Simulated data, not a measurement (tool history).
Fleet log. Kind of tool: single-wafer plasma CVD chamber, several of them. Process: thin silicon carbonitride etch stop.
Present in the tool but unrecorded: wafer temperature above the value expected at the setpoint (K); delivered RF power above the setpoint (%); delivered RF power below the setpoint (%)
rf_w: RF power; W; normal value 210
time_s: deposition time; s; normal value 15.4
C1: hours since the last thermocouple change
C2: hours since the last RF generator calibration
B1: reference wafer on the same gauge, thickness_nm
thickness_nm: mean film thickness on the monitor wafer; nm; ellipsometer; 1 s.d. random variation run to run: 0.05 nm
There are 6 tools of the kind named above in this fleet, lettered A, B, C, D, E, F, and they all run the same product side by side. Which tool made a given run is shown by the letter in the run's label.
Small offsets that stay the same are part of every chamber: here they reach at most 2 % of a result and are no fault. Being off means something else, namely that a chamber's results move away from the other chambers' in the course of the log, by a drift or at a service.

run 1B hour=7.0 | rf_w=210 time_s=15.4 | C1=640.8 C2=435.4 | B1=7.3829 | thickness_nm=8.8278
run 2C hour=11.6 | rf_w=210 time_s=15.4 | C1=72.2 C2=783.3 | B1=7.3923 | thickness_nm=8.8528
run 3E hour=19.1 | rf_w=210 time_s=15.4 | C1=604.6 C2=283.7 | B1=7.3866 | thickness_nm=9.0273
run 4F hour=24.2 | rf_w=210 time_s=15.4 | C1=115.8 C2=967.0 | B1=7.3742 | thickness_nm=8.8021
run 5A hour=29.7 | rf_w=210 time_s=15.4 | C1=720.5 C2=1338.7 | B1=7.3718 | thickness_nm=8.8863
run 6D hour=34.6 | rf_w=210 time_s=15.4 | C1=625.8 C2=863.1 | B1=7.3807 | thickness_nm=8.7249
run 7B hour=42.4 | rf_w=210 time_s=15.4 | C1=676.2 C2=470.8 | B1=7.3774 | thickness_nm=8.7921
run 8A hour=48.2 | rf_w=210 time_s=15.4 | C1=739.0 C2=1357.2 | B1=7.3777 | thickness_nm=8.8990
run 9F hour=53.1 | rf_w=210 time_s=15.4 | C1=144.7 C2=995.9 | B1=7.3866 | thickness_nm=8.8082
run 10D hour=58.7 | rf_w=210 time_s=15.4 | C1=649.9 C2=887.2 | B1=7.3842 | thickness_nm=8.8264
run 11C hour=62.5 | rf_w=210 time_s=15.4 | C1=123.1 C2=834.2 | B1=7.3821 | thickness_nm=8.9562
run 12E hour=69.1 | rf_w=210 time_s=15.4 | C1=654.6 C2=333.7 | B1=7.3843 | thickness_nm=8.8972
run 13A hour=76.3 | rf_w=210 time_s=15.4 | C1=767.1 C2=1385.3 | B1=7.3859 | thickness_nm=8.8760
run 14F hour=84.9 | rf_w=250 time_s=15.4 | C1=176.5 C2=1027.7 | B1=7.3895 | thickness_nm=9.3742
run 15C hour=90.9 | rf_w=250 time_s=15.4 | C1=151.5 C2=862.6 | B1=7.3853 | thickness_nm=9.3711
run 16D hour=96.6 | rf_w=250 time_s=15.4 | C1=687.8 C2=925.1 | B1=7.3751 | thickness_nm=9.1367
-- hour=100.6 chamber A: RF generator calibrated
run 17E hour=101.4 | rf_w=250 time_s=15.4 | C1=686.9 C2=366.0 | B1=7.3882 | thickness_nm=9.4021
run 18B hour=109.6 | rf_w=250 time_s=15.4 | C1=743.4 C2=538.0 | B1=7.3812 | thickness_nm=9.2935
run 19D hour=114.3 | rf_w=250 time_s=15.4 | C1=705.5 C2=942.8 | B1=7.3693 | thickness_nm=9.2086
run 20C hour=122.3 | rf_w=210 time_s=15.4 | C1=182.9 C2=894.0 | B1=7.3754 | thickness_nm=8.9042
run 21A hour=128.5 | rf_w=210 time_s=15.4 | C1=819.3 C2=28.0 | B1=7.3877 | thickness_nm=8.9098
run 22B hour=133.5 | rf_w=250 time_s=15.4 | C1=767.3 C2=561.9 | B1=7.3676 | thickness_nm=9.3485
run 23E hour=140.0 | rf_w=250 time_s=15.4 | C1=725.5 C2=404.6 | B1=7.3848 | thickness_nm=9.5257
run 24F hour=147.1 | rf_w=250 time_s=15.4 | C1=238.7 C2=1089.9 | B1=7.3882 | thickness_nm=9.2724
run 25E hour=152.3 | rf_w=250 time_s=15.4 | C1=737.8 C2=416.9 | B1=7.3867 | thickness_nm=9.5033
run 26B hour=158.5 | rf_w=250 time_s=15.4 | C1=792.3 C2=586.9 | B1=7.3764 | thickness_nm=9.4078
run 27C hour=163.8 | rf_w=250 time_s=15.4 | C1=224.4 C2=935.5 | B1=7.3803 | thickness_nm=9.4352
run 28A hour=168.3 | rf_w=210 time_s=15.4 | C1=859.1 C2=67.8 | B1=7.3806 | thickness_nm=8.8407
run 29D hour=176.5 | rf_w=210 time_s=15.4 | C1=767.7 C2=1005.0 | B1=7.3803 | thickness_nm=8.8400
run 30F hour=180.3 | rf_w=210 time_s=15.4 | C1=271.9 C2=1123.1 | B1=7.3789 | thickness_nm=8.8220
run 31C hour=186.3 | rf_w=210 time_s=15.4 | C1=246.9 C2=958.0 | B1=7.3810 | thickness_nm=8.8191
run 32B hour=190.1 | rf_w=210 time_s=15.4 | C1=823.9 C2=618.5 | B1=7.3918 | thickness_nm=8.8645
run 33A hour=194.8 | rf_w=210 time_s=15.4 | C1=885.6 C2=94.3 | B1=7.3816 | thickness_nm=8.8821
run 34E hour=199.1 | rf_w=210 time_s=15.4 | C1=784.6 C2=463.7 | B1=7.3838 | thickness_nm=8.9548
-- hour=205.1 chamber C: RF generator calibrated
run 35D hour=206.0 | rf_w=180 time_s=17.1 | C1=797.2 C2=1034.5 | B1=7.3720 | thickness_nm=9.2876
run 36F hour=211.3 | rf_w=180 time_s=17.1 | C1=302.9 C2=1154.1 | B1=7.3811 | thickness_nm=9.3597
run 37D hour=219.6 | rf_w=180 time_s=17.1 | C1=810.8 C2=1048.1 | B1=7.3735 | thickness_nm=9.2854
run 38B hour=227.0 | rf_w=180 time_s=17.1 | C1=860.8 C2=655.4 | B1=7.3840 | thickness_nm=9.3533
run 39E hour=234.7 | rf_w=180 time_s=17.1 | C1=820.2 C2=499.3 | B1=7.3801 | thickness_nm=9.5005
run 40F hour=241.8 | rf_w=180 time_s=17.1 | C1=333.4 C2=1184.6 | B1=7.3716 | thickness_nm=9.4155
run 41C hour=246.2 | rf_w=210 time_s=15.4 | C1=306.8 C2=41.2 | B1=7.3732 | thickness_nm=8.9620
run 42A hour=252.2 | rf_w=210 time_s=15.4 | C1=943.0 C2=151.7 | B1=7.3799 | thickness_nm=8.9192
run 43F hour=256.5 | rf_w=210 time_s=15.4 | C1=348.1 C2=1199.3 | B1=7.3851 | thickness_nm=8.7180
run 44C hour=263.7 | rf_w=210 time_s=15.4 | C1=324.3 C2=58.7 | B1=7.3880 | thickness_nm=8.8841

Which is it: a chamber that has drifted or been left off by a service, a gauge drift common to all chambers, or only each chamber's usual small offset? If a chamber is off, name it and its likeliest cause.

All chambers stay in line apart from their small fixed offsets, and the gauge does not drift.
